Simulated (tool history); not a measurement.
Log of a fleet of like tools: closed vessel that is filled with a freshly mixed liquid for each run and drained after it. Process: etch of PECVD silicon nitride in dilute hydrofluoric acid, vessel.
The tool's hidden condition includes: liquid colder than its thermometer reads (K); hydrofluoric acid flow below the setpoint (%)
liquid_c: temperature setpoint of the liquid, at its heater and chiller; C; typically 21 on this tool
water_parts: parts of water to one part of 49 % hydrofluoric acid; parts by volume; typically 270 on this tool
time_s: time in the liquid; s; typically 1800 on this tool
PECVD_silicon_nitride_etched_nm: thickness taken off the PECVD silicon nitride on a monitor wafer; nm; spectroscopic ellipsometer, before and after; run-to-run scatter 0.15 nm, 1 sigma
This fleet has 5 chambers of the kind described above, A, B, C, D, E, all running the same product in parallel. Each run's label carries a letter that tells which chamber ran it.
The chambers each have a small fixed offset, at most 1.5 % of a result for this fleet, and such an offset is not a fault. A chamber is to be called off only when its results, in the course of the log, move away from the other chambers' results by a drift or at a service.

run,hour,liquid_c,water_parts,time_s,hours since the thermometer was replaced,hours since the hydrofluoric acid flow meter was replaced,"read-back film thickness of the PECVD silicon nitride reference wafer, read on the same gauge (nm)",PECVD_silicon_nitride_etched_nm
1A,8.2,21,270,1800,1207.4,615.4,129.97,22.847
2D,23,21,270,1800,932.7,1394,130.01,22.545
3C,37.1,21,270,1800,1138.1,949.7,130,22.46
4E,43.8,21,270,1800,1717.4,1147.8,129.93,22.924
5B,57.9,21,270,1800,470.7,545.1,130,22.571
6D,72.9,21,270,1800,982.6,1443.9,130,22.649
7E,82,21,270,1800,1755.6,1186,129.96,22.835
8C,94.2,21,270,1800,1195.2,1006.8,129.97,22.565
9B,107.8,21,270,1800,520.6,595,129.98,22.767
10A,115.6,21,270,1800,1314.8,722.8,129.99,22.979
11A,123.8,21,270,1800,1323,731,129.99,22.557
12C,138,21,270,1800,1239,1050.6,130,22.091
13D,148.7,18.5,270,1800,1058.4,1519.7,129.98,19.27
14B,162.9,18.5,270,1800,575.7,650.1,129.98,19.215
15E,170.6,18.5,270,1800,1844.2,1274.6,129.99,19.503
16B,183.4,18.5,270,1800,596.2,670.6,129.95,19.045
17A,198.5,18.5,270,1800,1397.7,805.7,130,19.244
18D,212.7,21,270,1800,1122.4,1583.7,130.03,22.619
# hour 214.3: chamber A: thermometer replaced
19E,223.6,21,270,1800,1897.2,1327.6,130.03,22.982
20C,230.5,21,270,1800,1331.5,1143.1,130.02,22.396
21B,242.1,21,270,1800,654.9,729.3,129.99,22.303
22C,252.3,21,270,1800,1353.3,1164.9,130.02,22.303
23D,259.5,21,270,1800,1169.2,1630.5,130.01,22.264
24E,267.3,21,270,1800,1940.9,1371.3,129.98,22.892
25A,281.4,21,270,1800,67.2,888.6,130,22.564
26D,294.5,21,270,1800,1204.2,1665.5,129.97,22.325
27B,305.2,17.5,270,1800,718,792.4,130,17.768
28C,317.2,17.5,270,1800,1418.2,1229.8,130.01,17.816
29A,328.3,17.5,270,1800,114.1,935.5,129.96,18.113
30E,341.8,17.5,270,1800,2015.4,1445.8,130,18.064
31D,355.4,17.5,270,1800,1265.1,1726.4,130.03,18.059
32C,368.5,25.5,320,1800,1469.5,1281.1,130.02,25.102
33A,378.2,25.5,320,1800,164,985.4,129.94,25.468
34E,390.6,25.5,320,1800,2064.2,1494.6,130.01,25.131
35B,401.7,25.5,320,1800,814.5,888.9,129.98,24.227
36D,415.9,25.5,320,1800,1325.6,1786.9,129.93,25.325

Predict what each chamber gives when all 5 of them run the settings below next.
37A,427,25,270,1800,,,,?
37B,427,25,270,1800,,,,?
37C,427,25,270,1800,,,,?
37D,427,25,270,1800,,,,?
37E,427,25,270,1800,,,,?

run,PECVD_silicon_nitride_etched_nm
37A,29.09
37B,27.92
37C,28.624
37D,28.692
37E,29.544

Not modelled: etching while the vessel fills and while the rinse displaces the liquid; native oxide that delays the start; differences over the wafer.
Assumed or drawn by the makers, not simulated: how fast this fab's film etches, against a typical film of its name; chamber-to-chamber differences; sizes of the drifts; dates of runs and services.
